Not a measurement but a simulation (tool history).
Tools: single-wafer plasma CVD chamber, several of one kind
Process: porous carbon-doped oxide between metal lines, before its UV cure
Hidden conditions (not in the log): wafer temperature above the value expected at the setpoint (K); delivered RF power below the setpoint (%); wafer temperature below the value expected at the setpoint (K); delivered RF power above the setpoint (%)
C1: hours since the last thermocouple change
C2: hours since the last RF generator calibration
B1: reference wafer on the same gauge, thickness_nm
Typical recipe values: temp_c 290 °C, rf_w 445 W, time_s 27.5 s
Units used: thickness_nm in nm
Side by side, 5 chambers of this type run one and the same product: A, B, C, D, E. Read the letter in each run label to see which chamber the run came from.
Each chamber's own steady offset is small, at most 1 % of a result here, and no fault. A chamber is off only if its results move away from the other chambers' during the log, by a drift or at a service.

Run 1C, hour 12.2: usual settings; C1 1321.9; C2 613.7; B1 152.82. Result: thickness_nm 146.2 nm.
At hour 13.7: chamber A: RF generator calibrated.
Run 2D, hour 18.9: usual settings; C1 2047; C2 1083.4; B1 153.08. Result: thickness_nm 146.88 nm.
Run 3A, hour 29.9: usual settings; C1 1093.5; C2 16.2; B1 153. Result: thickness_nm 146.54 nm.
Run 4E, hour 37.1: usual settings; C1 1425.5; C2 195.7; B1 153.01. Result: thickness_nm 146.55 nm.
Run 5B, hour 46.3: usual settings; C1 771.5; C2 401; B1 153.09. Result: thickness_nm 146.68 nm.
Run 6E, hour 55.2: usual settings; C1 1443.6; C2 213.8; B1 153.21. Result: thickness_nm 146.75 nm.
Run 7A, hour 63.3: usual settings; C1 1126.9; C2 49.6; B1 152.92. Result: thickness_nm 145.84 nm.
Run 8B, hour 72.2: usual settings; C1 797.4; C2 426.9; B1 152.89. Result: thickness_nm 147.2 nm.
Run 9C, hour 82.2: usual settings; C1 1391.9; C2 683.7; B1 153. Result: thickness_nm 146.66 nm.
Run 10D, hour 91.8: usual settings but temp_c 280 °C, time_s 31.2 s; C1 2119.9; C2 1156.3; B1 153.15. Result: thickness_nm 175.48 nm.
Run 11C, hour 104.2: usual settings but temp_c 280 °C, time_s 31.2 s; C1 1413.9; C2 705.7; B1 153.02. Result: thickness_nm 176.25 nm.
Run 12B, hour 115.2: usual settings but temp_c 280 °C, time_s 31.2 s; C1 840.4; C2 469.9; B1 153.04. Result: thickness_nm 175.67 nm.
Run 13D, hour 126.9: usual settings but temp_c 280 °C, time_s 31.2 s; C1 2155; C2 1191.4; B1 153.09. Result: thickness_nm 176.16 nm.
Run 14A, hour 132.4: usual settings but temp_c 280 °C, time_s 31.2 s; C1 1196; C2 118.7; B1 152.85. Result: thickness_nm 176.36 nm.
Run 15E, hour 144.3: usual settings; C1 1532.7; C2 302.9; B1 153.18. Result: thickness_nm 146.48 nm.
Run 16E, hour 153.1: usual settings; C1 1541.5; C2 311.7; B1 153.13. Result: thickness_nm 145.16 nm.
Run 17A, hour 161.8: usual settings; C1 1225.4; C2 148.1; B1 152.93. Result: thickness_nm 145.18 nm.
Run 18C, hour 170.4: usual settings; C1 1480.1; C2 771.9; B1 153.01. Result: thickness_nm 146.56 nm.
Run 19B, hour 181.2: usual settings; C1 906.4; C2 535.9; B1 153.08. Result: thickness_nm 144.84 nm.
Run 20D, hour 186.8: usual settings; C1 2214.9; C2 1251.3; B1 153.14. Result: thickness_nm 146.9 nm.
Run 21E, hour 193.5: usual settings; C1 1581.9; C2 352.1; B1 152.98. Result: thickness_nm 146.05 nm.
Run 22D, hour 200.7: usual settings; C1 2228.8; C2 1265.2; B1 152.94. Result: thickness_nm 146.12 nm.
Run 23C, hour 208.5: usual settings; C1 1518.2; C2 810; B1 152.97. Result: thickness_nm 146.15 nm.
At hour 212.2: chamber D: RF generator calibrated.
Run 24B, hour 214.7: usual settings but rf_w 405 W, time_s 23.4 s; C1 939.9; C2 569.4; B1 152.87. Result: thickness_nm 114.71 nm.
Run 25A, hour 224.6: usual settings but rf_w 405 W, time_s 23.4 s; C1 1288.2; C2 210.9; B1 153.01. Result: thickness_nm 115.39 nm.
Run 26A, hour 232: usual settings but rf_w 405 W, time_s 23.4 s; C1 1295.6; C2 218.3; B1 152.9. Result: thickness_nm 116.21 nm.
Run 27B, hour 242.8: usual settings but rf_w 405 W, time_s 23.4 s; C1 968; C2 597.5; B1 152.85. Result: thickness_nm 114.99 nm.
At hour 243.7: chamber D: thermocouple changed; heater temperature recalibrated.
Run 28C, hour 254.5: usual settings but rf_w 405 W, time_s 23.4 s; C1 1564.2; C2 856; B1 153.12. Result: thickness_nm 115.89 nm.
Run 29D, hour 261.8: usual settings but temp_c 297 °C, rf_w 395 W; C1 18.2; C2 49.7; B1 152.95. Result: thickness_nm 128.71 nm.
Run 30E, hour 272.8: usual settings but temp_c 297 °C, rf_w 395 W; C1 1661.2; C2 431.4; B1 153.08. Result: thickness_nm 128.01 nm.
Run 31D, hour 281.2: usual settings but temp_c 297 °C, rf_w 395 W; C1 37.6; C2 69.1; B1 152.87. Result: thickness_nm 128.76 nm.
Run 32A, hour 291.5: usual settings but temp_c 297 °C, rf_w 395 W; C1 1355.1; C2 277.8; B1 153.06. Result: thickness_nm 126.96 nm.
Run 33B, hour 303.6: usual settings but temp_c 297 °C, rf_w 395 W; C1 1028.8; C2 658.3; B1 153.09. Result: thickness_nm 125.33 nm.
Run 34E, hour 316.1: usual settings but temp_c 304 °C, rf_w 395 W; C1 1704.5; C2 474.7; B1 152.94. Result: thickness_nm 122.03 nm.
Run 35C, hour 322.2: usual settings but temp_c 304 °C, rf_w 395 W; C1 1631.9; C2 923.7; B1 152.98. Result: thickness_nm 123.27 nm.
Run 36E, hour 332.1: usual settings but temp_c 304 °C, rf_w 395 W; C1 1720.5; C2 490.7; B1 152.93. Result: thickness_nm 123.68 nm.
Run 37C, hour 340: usual settings but temp_c 304 °C, rf_w 395 W; C1 1649.7; C2 941.5; B1 152.88. Result: thickness_nm 122.69 nm.
At hour 348.3: chamber B: thermocouple changed; heater temperature recalibrated.
Run 38B, hour 350.3: usual settings but temp_c 304 °C, rf_w 395 W; C1 2; C2 705; B1 153.1. Result: thickness_nm 119.96 nm.
Run 39D, hour 358.8: usual settings; C1 115.2; C2 146.7; B1 153.1. Result: thickness_nm 146.8 nm.
Run 40A, hour 369.7: usual settings; C1 1433.3; C2 356; B1 153.04. Result: thickness_nm 145.49 nm.
Run 41D, hour 380.9: usual settings; C1 137.3; C2 168.8; B1 152.78. Result: thickness_nm 145.44 nm.
Run 42A, hour 387.4: usual settings; C1 1451; C2 373.7; B1 153.19. Result: thickness_nm 144.95 nm.

Which is it: a chamber that has drifted or been left off by a service, a gauge drift common to all chambers, or only each chamber's usual small offset? If a chamber is off, name it and its likeliest cause.

Chamber B drifts away from the others.
Likeliest cause: delivered RF power below the setpoint (%) = 4.51.

Which of the 4 candidates below, each the usual settings with something changed and its results left as question marks, puts chamber B back in line with what the other chambers give on the usual settings?
Maximum distance from the other chambers' mean on the usual settings for a result to count as in line: thickness_nm 2.3 nm
Run 43B-1, hour 396.3: usual settings but time_s 27.4 s. Result: thickness_nm ?.
Run 43B-2, hour 396.3: usual settings but temp_c 289 °C, rf_w 450 W, time_s 28 s. Result: thickness_nm ?.
Run 43B-3, hour 396.3: usual settings but time_s 27.7 s. Result: thickness_nm ?.
Run 43B-4, hour 396.3: usual settings but temp_c 296 °C. Result: thickness_nm ?.

The mean the other chambers reach with the usual settings: thickness_nm 146.43 nm
  run  thickness_nm
43B-1        141.15
43B-2        146.26
43B-3        142.64
43B-4        136.79
43B-2 brings the chamber back in line.
